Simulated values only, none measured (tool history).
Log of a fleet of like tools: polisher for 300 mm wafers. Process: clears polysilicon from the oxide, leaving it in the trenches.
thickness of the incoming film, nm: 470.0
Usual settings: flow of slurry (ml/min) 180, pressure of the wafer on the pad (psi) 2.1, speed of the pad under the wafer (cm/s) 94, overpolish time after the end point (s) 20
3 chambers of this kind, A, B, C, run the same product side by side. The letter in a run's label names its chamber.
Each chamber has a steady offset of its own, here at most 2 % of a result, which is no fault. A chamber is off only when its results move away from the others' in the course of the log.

run	hour	flow of slurry (ml/min)	pressure of the wafer on the pad (psi)	speed of the pad under the wafer (cm/s)	overpolish time after the end point (s)	time until the end point was called (s)	dishing of a wide line in a test structure (nm)
1A	2.7	180	2.1	94	20	53.735	58.495
# hour 3.6: chamber B: worn pad replaced by a new one
2C	6.1	180	2.1	94	20	52.416	59.399
3B	9.7	180	2.1	94	20	52.508	57.688
4A	12.6	180	2.1	94	20	53.778	56.377
5C	15.7	180	2.1	94	20	53.354	58.869
6B	17.6	180	2.1	94	20	52.360	57.967
# hour 17.8: chamber C: worn pad replaced by a new one
7C	19.9	180	2.1	94	20	52.847	58.438
8B	22.3	180	2.1	94	20	52.815	59.319
9A	26.4	180	2.1	94	20	53.726	59.641
10B	29.2	180	2.1	94	20	54.302	55.482
11A	33.3	180	2.1	94	20	54.007	55.404
12C	35.2	180	2.1	94	20	52.856	59.850
13A	38.7	180	2.1	94	20	53.332	57.518
14C	41.5	180	2.1	94	20	52.594	60.687
15B	44.5	180	2.1	122	29	43.109	58.482
16A	46.8	180	2.1	122	29	41.996	60.561
17C	49.3	180	2.1	122	29	40.668	62.837
18B	51.4	180	2.1	94	20	55.357	55.341
19C	53.4	180	2.1	94	20	51.906	57.376
20A	57.1	180	2.1	94	27	53.188	58.325

Is one chamber off against the others, does the gauge drift, or is nothing wrong? If a chamber is off, say which, and what the likeliest cause is.

Chamber B drifts away from the others.
Cause: slurry flow missing at the pad, % = 42.
The log may not tell that from: removal rate lost through wear of the pad, %; head's pressure below its setpoint, %.

Here are 4 candidates for chamber B's next run, each the usual settings with a change, their results left as question marks. Which one brings its results back in line with what the others give on the usual settings?
In line means no further than this from the other chambers' mean on the usual settings: time until the end point was called (s) 1.600; dishing of a wide line in a test structure (nm) 4.600
21B-1	60.1	185	2.3	102	20	?	?
21B-2	60.1	180	2.2	98	20	?	?
21B-3	60.1	180	2.0	90	20	?	?
21B-4	60.1	175	1.9	86	20	?	?

The other chambers' mean on the usual settings: time until the end point was called (s) 53.251; dishing of a wide line in a test structure (nm) 57.867
run	time until the end point was called (s)	dishing of a wide line in a test structure (nm)
21B-1	49.045	58.500
21B-2	53.706	57.640
21B-3	64.283	55.483
21B-4	71.282	53.970
21B-2 brings the chamber back in line.
